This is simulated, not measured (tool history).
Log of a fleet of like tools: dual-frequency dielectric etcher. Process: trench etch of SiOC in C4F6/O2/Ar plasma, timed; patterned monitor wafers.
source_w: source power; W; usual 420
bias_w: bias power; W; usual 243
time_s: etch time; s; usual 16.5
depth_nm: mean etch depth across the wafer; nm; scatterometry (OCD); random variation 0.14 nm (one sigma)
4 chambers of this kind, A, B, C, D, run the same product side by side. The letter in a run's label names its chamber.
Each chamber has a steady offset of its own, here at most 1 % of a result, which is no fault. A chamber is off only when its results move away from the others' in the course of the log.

run,day,source_w,bias_w,time_s,"read-back reference wafer on the same gauge, depth_nm",depth_nm
1D,0.492,420,243,16.5,40.792,38.747
2C,1.146,420,243,16.5,40.801,38.138
3A,1.542,420,243,16.5,40.782,38.194
4B,2.054,420,243,16.5,40.802,38.41
5D,2.625,420,243,16.5,40.796,38.851
# day 3.142: chamber C: bias power generator calibrated
6C,3.242,420,243,16.5,40.802,38.34
7A,3.733,420,243,13.5,40.763,31.423
8B,4.158,420,243,13.5,40.813,31.499
9C,4.542,420,243,13.5,40.8,31.427
10A,4.925,420,243,13.5,40.797,31.336
# day 5.488: chamber B: source power generator calibrated
11B,5.525,420,243,16.5,40.81,38.59
12D,6.008,420,243,16.5,40.802,38.803
13B,6.317,420,243,16.5,40.786,38.198
14A,6.7,420,243,16.5,40.789,38.407
15C,7.242,420,243,16.5,40.802,38.922
16D,7.829,420,243,16.5,40.829,38.93
17B,8.196,420,243,16.5,40.801,38.184
18D,8.85,420,243,16.5,40.808,38.565
19C,9.45,420,243,16.5,40.849,39.144
20A,9.992,420,243,16.5,40.785,38.444
21B,10.546,420,243,16.5,40.815,38.258
22D,10.938,420,243,16.5,40.836,38.633
23C,11.367,420,243,16.5,40.835,39.167
24A,11.796,420,243,16.5,40.815,38.316
# day 11.825: chamber B: wet clean of the chamber
25D,12.254,450,243,21,40.78,50.91
# day 12.567: chamber A: wet clean of the chamber
26A,12.771,450,243,21,40.818,50.186
27C,13.362,450,243,21,40.795,51.663
28B,13.883,450,243,21,40.786,50.189
29D,14.517,420,243,16.5,40.808,38.661
30B,14.812,420,243,16.5,40.786,38.424
31C,15.279,420,243,16.5,40.793,39.875
32A,15.888,450,243,14,40.797,33.636
33A,16.342,450,243,14,40.79,33.358
34B,16.679,450,243,14,40.815,33.381
# day 16.817: chamber D: wet clean of the chamber
35C,17.058,450,243,14,40.813,34.922
36D,17.638,420,243,16.5,40.784,38.805
37C,18.204,420,243,16.5,40.817,40.032
38B,18.75,420,243,16.5,40.819,38.507

Next, every chamber runs the same settings. What will each give?
39A,19.217,420,243,16.5,,?
39B,19.217,420,243,16.5,,?
39C,19.217,420,243,16.5,,?
39D,19.217,420,243,16.5,,?

run,depth_nm
39A,38.346
39B,38.314
39C,40.119
39D,38.813
